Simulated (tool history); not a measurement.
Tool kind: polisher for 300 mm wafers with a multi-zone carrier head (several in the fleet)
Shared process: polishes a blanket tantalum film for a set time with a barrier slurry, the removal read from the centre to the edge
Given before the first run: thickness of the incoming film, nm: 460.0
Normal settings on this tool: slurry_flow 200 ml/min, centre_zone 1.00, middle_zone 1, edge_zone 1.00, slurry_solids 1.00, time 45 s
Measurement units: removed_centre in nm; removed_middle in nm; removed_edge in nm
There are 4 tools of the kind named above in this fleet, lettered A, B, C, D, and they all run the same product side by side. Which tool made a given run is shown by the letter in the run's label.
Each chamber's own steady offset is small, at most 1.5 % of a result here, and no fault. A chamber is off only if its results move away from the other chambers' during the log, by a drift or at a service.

run,day,slurry_flow,centre_zone,middle_zone,edge_zone,slurry_solids,time,removed_centre,removed_middle,removed_edge
1B,0.138,200,1.00,1,1.00,1.00,45,71.510,71.686,74.087
2C,0.408,200,1.00,1,1.00,1.00,45,72.277,70.900,70.797
3D,0.550,200,1.00,1,1.00,1.00,45,71.955,72.849,72.092
# day 0.571: chamber C: edge zone pressure recalibrated
4A,0.688,200,1.00,1,1.00,1.00,45,72.150,71.232,72.185
5A,0.867,200,1.00,1,1.00,1.00,45,72.290,71.819,72.868
6C,0.996,200,1.00,1,1.00,1.00,45,71.944,70.650,70.502
7B,1.138,200,1.00,1,1.00,1.00,45,70.976,70.814,73.396
# day 1.238: chamber A: worn pad replaced by a new one
8D,1.271,200,1.10,1,1.00,1.00,45,79.073,70.929,72.255
9A,1.554,200,1.10,1,1.00,1.00,45,79.664,72.475,72.673
# day 1.575: chamber B: worn pad replaced by a new one
10B,1.750,200,1.10,1,1.00,1.00,45,80.084,69.739,72.521
11D,2.025,200,1.10,1,1.00,1.00,45,79.711,72.235,71.779
12C,2.250,200,1.00,1,1.00,1.00,45,71.945,70.644,71.701
13A,2.408,200,1.00,1,1.00,1.00,45,71.237,70.496,72.698
14D,2.675,220,1.05,1,1.00,1.00,45,76.609,72.273,72.457
15C,2.929,220,1.05,1,1.00,1.00,45,77.130,71.593,72.973
16B,3.108,220,1.05,1,1.00,1.00,45,76.677,74.269,74.112
17D,3.346,220,1.05,1,1.00,1.00,45,77.301,73.545,72.084
18C,3.558,200,1.00,1,1.05,1.00,39,62.294,61.341,63.566
19A,3.833,200,1.00,1,1.05,1.00,39,62.415,62.883,63.652
20B,4.092,200,1.00,1,1.05,1.00,39,62.731,62.690,64.369
21A,4.258,200,1.00,1,1.05,1.00,39,63.232,62.762,62.929
# day 4.338: chamber D: slurry nozzle cleaned
22C,4.433,200,1.00,1,1.00,1.00,45,71.574,72.179,71.433
23D,4.571,200,1.00,1,1.00,1.00,45,70.425,71.560,71.424
24B,4.833,200,1.00,1,1.00,1.00,45,72.197,72.059,71.833
25B,5.000,200,1.00,1,1.00,1.00,45,72.024,70.512,73.185
26D,5.262,200,1.00,1,1.00,1.00,45,71.500,71.951,72.837

Which is it: a chamber that has drifted or been left off by a service, a gauge drift common to all chambers, or only each chamber's usual small offset? If a chamber is off, name it and its likeliest cause.

Nothing is wrong: each chamber keeps only its own small, steady offset and the gauge holds still.
